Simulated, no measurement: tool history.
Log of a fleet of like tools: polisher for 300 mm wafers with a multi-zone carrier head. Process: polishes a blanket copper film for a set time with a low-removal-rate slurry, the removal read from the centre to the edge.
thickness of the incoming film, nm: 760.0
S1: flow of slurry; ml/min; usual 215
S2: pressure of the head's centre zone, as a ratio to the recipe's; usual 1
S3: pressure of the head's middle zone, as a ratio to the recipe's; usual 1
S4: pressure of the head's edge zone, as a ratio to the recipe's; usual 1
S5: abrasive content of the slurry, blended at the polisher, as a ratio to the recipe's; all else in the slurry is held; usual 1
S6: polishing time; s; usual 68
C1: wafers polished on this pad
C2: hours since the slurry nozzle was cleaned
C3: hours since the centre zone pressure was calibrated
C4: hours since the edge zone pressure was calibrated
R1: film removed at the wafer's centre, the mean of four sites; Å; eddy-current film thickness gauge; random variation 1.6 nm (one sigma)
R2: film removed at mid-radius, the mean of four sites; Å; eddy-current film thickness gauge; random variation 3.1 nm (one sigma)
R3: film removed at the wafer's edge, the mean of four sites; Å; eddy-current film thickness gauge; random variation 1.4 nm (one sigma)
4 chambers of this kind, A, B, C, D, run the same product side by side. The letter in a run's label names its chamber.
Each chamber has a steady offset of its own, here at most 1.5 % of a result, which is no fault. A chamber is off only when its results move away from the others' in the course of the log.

| run | hour | S1 | S2 | S3 | S4 | S5 | S6 | C1 | C2 | C3 | C4 | R1 | R2 | R3 |
|---|---|---|---|---|---|---|---|---|---|---|---|---|---|---|
|  | 3.7 | chamber C: edge zone pressure recalibrated |
| 1C | 5.4 | 215 | 1 | 1 | 1 | 1 | 68 | 364 | 140.6 | 216.8 | 1.7 | 2100.4 | 2099 | 2106.1 |
| 2B | 8.8 | 215 | 1 | 1 | 1 | 1 | 68 | 435 | 45 | 303.3 | 763.6 | 2110.2 | 2105.3 | 2101.2 |
|  | 9.8 | chamber A: worn pad replaced by a new one |
|  | 11.7 | chamber D: worn pad replaced by a new one |
| 3A | 12.3 | 215 | 1 | 1 | 1 | 1 | 68 | 19 | 139.5 | 1234 | 29.2 | 2091.3 | 2140.4 | 2113.9 |
| 4D | 18.5 | 215 | 1 | 1 | 1 | 1 | 68 | 52 | 334.1 | 384 | 902.3 | 2143.3 | 2099.5 | 2087.5 |
| 5D | 24.7 | 215 | 1 | 1 | 1 | 1 | 68 | 100 | 340.3 | 390.2 | 908.5 | 2103.8 | 2096.7 | 2083.9 |
| 6B | 29.3 | 215 | 1 | 1 | 1 | 1 | 68 | 592 | 65.5 | 323.8 | 784.1 | 2078.5 | 2069.4 | 2096.2 |
| 7C | 35 | 250 | 1 | 1 | 1 | 1 | 68 | 591 | 170.2 | 246.4 | 31.3 | 2130.1 | 2127.6 | 2120.2 |
| 8A | 41.8 | 250 | 1 | 1 | 1 | 1 | 68 | 245 | 169 | 1263.5 | 58.7 | 2113.5 | 2145.9 | 2081.1 |
| 9D | 46.2 | 250 | 1 | 1 | 1 | 1 | 68 | 264 | 361.8 | 411.7 | 930 | 2175.3 | 2128.7 | 2157.8 |
| 10C | 51.7 | 250 | 1 | 1 | 1 | 1 | 68 | 719 | 186.9 | 263.1 | 48 | 2134.7 | 2100.9 | 2098.1 |
| 11A | 57.9 | 215 | 1 | 1 | 1 | 1 | 68 | 369 | 185.1 | 1279.6 | 74.8 | 2062 | 2053.2 | 2092.6 |
|  | 62.7 | chamber B: worn pad replaced by a new one |
| 12B | 63.4 | 215 | 1 | 1 | 1 | 1 | 68 | 5 | 99.6 | 357.9 | 818.2 | 2096.3 | 2110.3 | 2113.2 |
| 13C | 70.1 | 215 | 1 | 1 | 1 | 1 | 68 | 860 | 205.3 | 281.5 | 66.4 | 2080 | 2040.4 | 2081.9 |
|  | 75.3 | chamber C: worn pad replaced by a new one |
| 14D | 76.6 | 215 | 1 | 1.08 | 1 | 1 | 84 | 497 | 392.2 | 442.1 | 960.4 | 2600.2 | 2859.6 | 2587.2 |
| 15B | 83.2 | 215 | 1 | 1.08 | 1 | 1 | 84 | 157 | 119.4 | 377.7 | 838 | 2581.1 | 2799.5 | 2587.9 |
| 16A | 89.7 | 215 | 1 | 1.08 | 1 | 1 | 84 | 612 | 216.9 | 1311.4 | 106.6 | 2542.9 | 2718.4 | 2602.5 |
| 17B | 96.2 | 215 | 1 | 1.08 | 1 | 1 | 84 | 256 | 132.4 | 390.7 | 851 | 2578.9 | 2818.5 | 2565 |
|  | 96.9 | chamber D: edge zone pressure recalibrated |
| 18A | 100.3 | 215 | 1 | 1 | 1 | 1 | 68 | 694 | 227.5 | 1322 | 117.2 | 2077.6 | 2061.5 | 2079 |
|  | 101.4 | chamber C: centre zone pressure recalibrated |
|  | 103.1 | chamber A: worn pad replaced by a new one |
| 19D | 106.3 | 215 | 1 | 1 | 1 | 1 | 68 | 725 | 421.9 | 471.8 | 9.4 | 2119.4 | 2059.1 | 2107.7 |
| 20C | 113.3 | 215 | 1 | 1 | 1 | 1 | 68 | 291 | 248.5 | 12 | 109.6 | 2068.4 | 2012.1 | 2060 |
| 21B | 120.6 | 215 | 1 | 1 | 1 | 1 | 68 | 443 | 156.8 | 415.1 | 875.4 | 2102.3 | 2056.6 | 2083.2 |
|  | 121.3 | chamber A: slurry nozzle cleaned |
| 22D | 127.2 | 215 | 1 | 1 | 1 | 1 | 68 | 885 | 442.8 | 492.7 | 30.3 | 2125.2 | 2078.5 | 2122.6 |
|  | 129.1 | chamber D: worn pad replaced by a new one |
| 23A | 133.5 | 215 | 1 | 1 | 1 | 1 | 68 | 233 | 12.2 | 1355.2 | 150.4 | 2083.9 | 2027.7 | 2086.9 |
|  | 135.6 | chamber A: centre zone pressure recalibrated |
| 24C | 138.3 | 215 | 1 | 1 | 1 | 1 | 68 | 483 | 273.5 | 37 | 134.6 | 2033.7 | 2072 | 2072.3 |
|  | 140.1 | chamber D: centre zone pressure recalibrated |
| 25C | 142.9 | 215 | 1 | 1 | 1 | 1 | 68 | 518 | 278.1 | 41.6 | 139.2 | 2005.3 | 2064.7 | 2066.1 |
| 26D | 147.2 | 215 | 1 | 1 | 1 | 1 | 68 | 138 | 462.8 | 7.1 | 50.3 | 2079.9 | 2114.3 | 2093.3 |
| 27A | 151.4 | 215 | 1 | 1 | 1 | 1 | 68 | 370 | 30.1 | 15.9 | 168.3 | 2082.9 | 2074.7 | 2096.5 |
| 28B | 156.2 | 215 | 1 | 1 | 1 | 1 | 68 | 716 | 192.4 | 450.7 | 911 | 2054.3 | 2079.8 | 2116.1 |
| 29D | 163 | 215 | 1 | 1 | 1 | 1 | 68 | 260 | 478.6 | 22.9 | 66.1 | 2104 | 2048.1 | 2109.6 |
|  | 164.5 | chamber D: slurry nozzle cleaned |
| 30B | 167.1 | 215 | 1 | 1 | 1 | 1 | 68 | 800 | 203.3 | 461.6 | 921.9 | 2116.5 | 2078.2 | 2096.3 |
| 31A | 173.9 | 215 | 1 | 1 | 1 | 1 | 68 | 543 | 52.6 | 38.4 | 190.8 | 2069.2 | 2101.5 | 2112.7 |
|  | 174.3 | chamber B: worn pad replaced by a new one |
| 32C | 179 | 215 | 1 | 1 | 1 | 1 | 68 | 795 | 314.2 | 77.7 | 175.3 | 1995.7 | 2013.7 | 2053.6 |
|  | 183 | chamber C: worn pad replaced by a new one |
| 33C | 184.7 | 215 | 1 | 1 | 1 | 1 | 68 | 13 | 319.9 | 83.4 | 181 | 1999.4 | 1993.7 | 2041.3 |
|  | 187.3 | chamber A: worn pad replaced by a new one |
| 34D | 190.8 | 215 | 1 | 1 | 1 | 1 | 68 | 473 | 26.4 | 50.7 | 93.9 | 2099.9 | 2111.2 | 2123.3 |
| 35B | 196 | 215 | 1 | 1 | 1 | 1 | 54 | 166 | 232.2 | 490.5 | 950.8 | 1656.6 | 1634.3 | 1670.6 |
| 36A | 202.7 | 215 | 1 | 1 | 1 | 1 | 54 | 118 | 81.4 | 67.2 | 219.6 | 1655.1 | 1654.7 | 1670.8 |
| 37B | 207.5 | 215 | 1 | 1 | 1 | 1 | 54 | 254 | 243.7 | 502 | 962.3 | 1665.3 | 1646.9 | 1684.6 |
| 38C | 213.5 | 215 | 1 | 1 | 1 | 1 | 54 | 234 | 348.7 | 112.2 | 209.8 | 1553.7 | 1590.6 | 1594.3 |
|  | 214.4 | chamber B: slurry nozzle cleaned |
| 39D | 219.3 | 215 | 1 | 1 | 1 | 1 | 68 | 691 | 54.9 | 79.2 | 122.4 | 2109 | 2110.9 | 2108.3 |
| 40A | 225.4 | 215 | 1 | 1 | 1.09 | 1 | 68 | 292 | 104.1 | 89.9 | 242.3 | 2082.2 | 2101.8 | 2199.7 |
| 41C | 230.6 | 215 | 1 | 1 | 1.09 | 1 | 68 | 365 | 365.8 | 129.3 | 226.9 | 1927.6 | 1997.5 | 2108.3 |
| 42D | 236.9 | 215 | 1 | 1 | 1.09 | 1 | 68 | 826 | 72.5 | 96.8 | 140 | 2137.6 | 2086.7 | 2181.5 |
| 43B | 242.8 | 215 | 1 | 1 | 1.09 | 1 | 68 | 525 | 28.5 | 537.3 | 997.6 | 2082.5 | 2126.4 | 2186.5 |
| 44A | 246.6 | 215 | 1 | 1 | 1 | 1 | 68 | 454 | 125.3 | 111.1 | 263.5 | 2068.2 | 2040 | 2109.6 |

What goes on in this fleet: one chamber off, a drifting gauge, or nothing beyond the chambers' own small offsets? Name the chamber and the cause, if any.

Chamber C drifts away from the others.
Cause: slurry flow missing at the pad, % = 34.9.

Here are 4 candidates for chamber C's next run, each the usual settings with a change, their results left as question marks. Which one brings its results back in line with what the others give on the usual settings?
In line means no further than this from the other chambers' mean on the usual settings: R1 57 Å; R2 110 Å; R3 49 Å
| 45C-1 | 251.9 | 225 | 1.04 | 1.03 | 0.97 | 1 | 75 |  |  |  |  | ? | ? | ? |
| 45C-2 | 251.9 | 205 | 0.97 | 0.97 | 1.03 | 1 | 62 |  |  |  |  | ? | ? | ? |
| 45C-3 | 251.9 | 220 | 1.02 | 1.02 | 0.99 | 1 | 72 |  |  |  |  | ? | ? | ? |
| 45C-4 | 251.9 | 210 | 0.98 | 0.98 | 1.02 | 1 | 64 |  |  |  |  | ? | ? | ? |

The other chambers' mean on the usual settings: R1 2091.7 Å; R2 2088.9 Å; R3 2094.3 Å
| run | R1 | R2 | R3 |
|---|---|---|---|
| 45C-1 | 2238.7 | 2244 | 2167.3 |
| 45C-2 | 1674.8 | 1722.3 | 1826 |
| 45C-3 | 2092.5 | 2125.6 | 2096.6 |
| 45C-4 | 1759.2 | 1803.9 | 1881.6 |
45C-3 brings the chamber back in line.
